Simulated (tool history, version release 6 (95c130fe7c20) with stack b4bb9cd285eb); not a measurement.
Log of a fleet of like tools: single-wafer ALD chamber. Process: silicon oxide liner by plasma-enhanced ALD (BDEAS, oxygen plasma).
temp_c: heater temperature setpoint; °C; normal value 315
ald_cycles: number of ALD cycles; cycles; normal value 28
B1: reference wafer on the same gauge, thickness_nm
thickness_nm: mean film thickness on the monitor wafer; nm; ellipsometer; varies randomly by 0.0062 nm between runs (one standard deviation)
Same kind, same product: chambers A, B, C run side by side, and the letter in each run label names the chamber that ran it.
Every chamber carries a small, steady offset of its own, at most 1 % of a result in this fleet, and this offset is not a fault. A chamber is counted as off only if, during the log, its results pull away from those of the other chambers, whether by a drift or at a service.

{"run": "1C", "hour": 5.9, "temp_c": 315, "ald_cycles": 28, "B1": 2.331, "thickness_nm": 2.5404}
{"run": "2B", "hour": 9.2, "temp_c": 315, "ald_cycles": 28, "B1": 2.3303, "thickness_nm": 2.544}
{"run": "3A", "hour": 12.5, "temp_c": 315, "ald_cycles": 28, "B1": 2.3289, "thickness_nm": 2.5326}
{"run": "4B", "hour": 17.2, "temp_c": 315, "ald_cycles": 28, "B1": 2.3294, "thickness_nm": 2.5506}
{"run": "5A", "hour": 20.8, "temp_c": 315, "ald_cycles": 28, "B1": 2.3293, "thickness_nm": 2.5255}
{"run": "6C", "hour": 25.0, "temp_c": 315, "ald_cycles": 28, "B1": 2.3303, "thickness_nm": 2.5415}
{"run": "7C", "hour": 29.1, "temp_c": 315, "ald_cycles": 28, "B1": 2.3315, "thickness_nm": 2.5364}
{"run": "8A", "hour": 33.5, "temp_c": 315, "ald_cycles": 28, "B1": 2.3299, "thickness_nm": 2.5218}
{"run": "9B", "hour": 39.8, "temp_c": 315, "ald_cycles": 28, "B1": 2.3293, "thickness_nm": 2.5444}
{"run": "10A", "hour": 46.5, "temp_c": 315, "ald_cycles": 28, "B1": 2.3316, "thickness_nm": 2.5291}
{"run": "11C", "hour": 52.2, "temp_c": 315, "ald_cycles": 28, "B1": 2.329, "thickness_nm": 2.5502}
{"run": "12B", "hour": 58.0, "temp_c": 325, "ald_cycles": 26, "B1": 2.3299, "thickness_nm": 2.3227}
{"run": "13C", "hour": 62.7, "temp_c": 325, "ald_cycles": 26, "B1": 2.331, "thickness_nm": 2.3216}
{"run": "14B", "hour": 66.8, "temp_c": 325, "ald_cycles": 26, "B1": 2.3303, "thickness_nm": 2.3284}
{"run": "15A", "hour": 72.3, "temp_c": 315, "ald_cycles": 28, "B1": 2.3302, "thickness_nm": 2.5239}
{"run": "16B", "hour": 78.4, "temp_c": 315, "ald_cycles": 28, "B1": 2.3309, "thickness_nm": 2.5423}
{"run": "17C", "hour": 83.5, "temp_c": 315, "ald_cycles": 28, "B1": 2.3313, "thickness_nm": 2.5467}
{"run": "18A", "hour": 89.0, "temp_c": 315, "ald_cycles": 28, "B1": 2.33, "thickness_nm": 2.5198}
{"run": "19A", "hour": 93.2, "temp_c": 315, "ald_cycles": 28, "B1": 2.3305, "thickness_nm": 2.5266}
{"run": "20B", "hour": 96.8, "temp_c": 315, "ald_cycles": 28, "B1": 2.329, "thickness_nm": 2.5382}
{"run": "21C", "hour": 101.8, "temp_c": 315, "ald_cycles": 28, "B1": 2.3306, "thickness_nm": 2.5442}
{"run": "22A", "hour": 106.6, "temp_c": 315, "ald_cycles": 28, "B1": 2.3301, "thickness_nm": 2.5259}
{"run": "23B", "hour": 113.5, "temp_c": 315, "ald_cycles": 28, "B1": 2.3312, "thickness_nm": 2.5391}
{"run": "24C", "hour": 120.0, "temp_c": 301, "ald_cycles": 28, "B1": 2.3288, "thickness_nm": 2.5914}

Next, all 3 chambers run the settings below, one line each with question marks for the results. What does each chamber give?
{"run": "25A", "hour": 125.0, "temp_c": 315, "ald_cycles": 28, "thickness_nm": "?"}
{"run": "25B", "hour": 125.0, "temp_c": 315, "ald_cycles": 28, "thickness_nm": "?"}
{"run": "25C", "hour": 125.0, "temp_c": 315, "ald_cycles": 28, "thickness_nm": "?"}

run=25A thickness_nm=2.5244
run=25B thickness_nm=2.5330
run=25C thickness_nm=2.5434

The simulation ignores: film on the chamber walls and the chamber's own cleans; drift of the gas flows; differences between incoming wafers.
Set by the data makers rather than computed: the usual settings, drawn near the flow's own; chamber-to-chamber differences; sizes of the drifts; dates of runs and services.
